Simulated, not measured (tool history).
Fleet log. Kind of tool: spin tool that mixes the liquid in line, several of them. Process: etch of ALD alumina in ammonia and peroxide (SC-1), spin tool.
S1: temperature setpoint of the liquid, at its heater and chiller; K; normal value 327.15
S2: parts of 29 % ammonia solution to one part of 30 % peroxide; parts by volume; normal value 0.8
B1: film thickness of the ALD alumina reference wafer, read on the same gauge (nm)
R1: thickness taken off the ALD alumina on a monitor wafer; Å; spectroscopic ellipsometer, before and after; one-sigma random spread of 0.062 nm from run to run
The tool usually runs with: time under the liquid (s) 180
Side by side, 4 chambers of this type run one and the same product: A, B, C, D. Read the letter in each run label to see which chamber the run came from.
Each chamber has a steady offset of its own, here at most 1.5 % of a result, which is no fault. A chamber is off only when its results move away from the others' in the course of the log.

run 1B hour=8.7 | S1=327.15 S2=0.8 time_under_the_liquid_(s)=180 | B1=39.987 | R1=86.725
run 2D hour=19.2 | S1=327.15 S2=0.8 time_under_the_liquid_(s)=180 | B1=40.042 | R1=85.475
run 3A hour=28.6 | S1=327.15 S2=0.8 time_under_the_liquid_(s)=180 | B1=39.996 | R1=86.482
run 4C hour=33.9 | S1=327.15 S2=0.8 time_under_the_liquid_(s)=180 | B1=40.007 | R1=86.039
run 5C hour=43.7 | S1=327.15 S2=0.8 time_under_the_liquid_(s)=180 | B1=39.962 | R1=85.728
run 6D hour=49.9 | S1=327.15 S2=0.8 time_under_the_liquid_(s)=180 | B1=40.01 | R1=85.945
run 7B hour=58.3 | S1=327.15 S2=0.8 time_under_the_liquid_(s)=180 | B1=39.999 | R1=86.468
run 8A hour=63.4 | S1=327.15 S2=1.2 time_under_the_liquid_(s)=180 | B1=39.971 | R1=90.871
-- hour=64.3 chamber C: new drum of ammonia solution connected
run 9A hour=70.3 | S1=327.15 S2=1.2 time_under_the_liquid_(s)=180 | B1=40 | R1=90.183
run 10D hour=76.2 | S1=327.15 S2=1.2 time_under_the_liquid_(s)=180 | B1=40.015 | R1=89.967
-- hour=80.6 chamber A: new drum of ammonia solution connected
run 11C hour=81 | S1=327.15 S2=1.2 time_under_the_liquid_(s)=180 | B1=39.974 | R1=90.454
run 12B hour=91.3 | S1=327.15 S2=0.8 time_under_the_liquid_(s)=180 | B1=39.997 | R1=86.2
run 13C hour=96.7 | S1=327.15 S2=0.8 time_under_the_liquid_(s)=180 | B1=40.003 | R1=86.514
run 14B hour=104.9 | S1=327.15 S2=0.8 time_under_the_liquid_(s)=180 | B1=39.973 | R1=86.245
run 15A hour=112.1 | S1=327.15 S2=0.8 time_under_the_liquid_(s)=180 | B1=40.025 | R1=88.15
run 16D hour=119.5 | S1=327.15 S2=0.8 time_under_the_liquid_(s)=180 | B1=40.027 | R1=85.834
run 17A hour=127.8 | S1=327.15 S2=0.8 time_under_the_liquid_(s)=180 | B1=39.998 | R1=87.6
run 18C hour=135.4 | S1=327.15 S2=0.8 time_under_the_liquid_(s)=230 | B1=40.024 | R1=110.08
run 19B hour=146.4 | S1=327.15 S2=0.8 time_under_the_liquid_(s)=230 | B1=40.003 | R1=109.32
run 20D hour=152 | S1=327.15 S2=0.8 time_under_the_liquid_(s)=230 | B1=39.972 | R1=109.13
-- hour=154.4 chamber C: ammonia flow meter replaced
run 21D hour=159.2 | S1=327.15 S2=0.8 time_under_the_liquid_(s)=230 | B1=39.976 | R1=109.05
run 22A hour=165.5 | S1=327.15 S2=0.8 time_under_the_liquid_(s)=180 | B1=40.014 | R1=87.195
run 23C hour=175.9 | S1=327.15 S2=0.8 time_under_the_liquid_(s)=180 | B1=40.009 | R1=86.709
run 24B hour=183.6 | S1=335.65 S2=0.8 time_under_the_liquid_(s)=225 | B1=39.984 | R1=164.52
run 25C hour=190 | S1=335.65 S2=0.8 time_under_the_liquid_(s)=225 | B1=40.028 | R1=166.13
run 26A hour=198.6 | S1=335.65 S2=0.8 time_under_the_liquid_(s)=225 | B1=39.991 | R1=169.4
run 27D hour=203.9 | S1=335.65 S2=0.8 time_under_the_liquid_(s)=225 | B1=39.997 | R1=164.84
run 28B hour=213.4 | S1=327.15 S2=0.8 time_under_the_liquid_(s)=180 | B1=39.988 | R1=86.412
-- hour=221.2 chamber B: new drum of ammonia solution connected
run 29B hour=221.6 | S1=327.15 S2=0.95 time_under_the_liquid_(s)=180 | B1=40.045 | R1=86.892
run 30A hour=227.5 | S1=327.15 S2=0.95 time_under_the_liquid_(s)=180 | B1=40.013 | R1=89.24
run 31C hour=238.2 | S1=327.15 S2=0.95 time_under_the_liquid_(s)=180 | B1=39.988 | R1=88.08
run 32D hour=246.7 | S1=327.15 S2=0.95 time_under_the_liquid_(s)=180 | B1=39.998 | R1=87.845
run 33D hour=252.3 | S1=327.15 S2=0.8 time_under_the_liquid_(s)=180 | B1=39.983 | R1=85.35
run 34C hour=260.7 | S1=327.15 S2=0.8 time_under_the_liquid_(s)=180 | B1=40.012 | R1=85.563
run 35B hour=269.1 | S1=327.15 S2=0.8 time_under_the_liquid_(s)=180 | B1=40.03 | R1=85.742
run 36A hour=274.2 | S1=327.15 S2=0.8 time_under_the_liquid_(s)=180 | B1=39.975 | R1=87.53
run 37A hour=284.1 | S1=327.15 S2=0.8 time_under_the_liquid_(s)=180 | B1=39.987 | R1=87.217
run 38C hour=290.8 | S1=327.15 S2=0.8 time_under_the_liquid_(s)=180 | B1=39.971 | R1=86.06

Is one chamber out of step, is the gauge drifting, or do the chambers differ by no more than their own small offsets? For an off chamber, give its letter and the likeliest cause.

The fleet is healthy, with each chamber sitting at its usual small offset and no drift in the gauge.
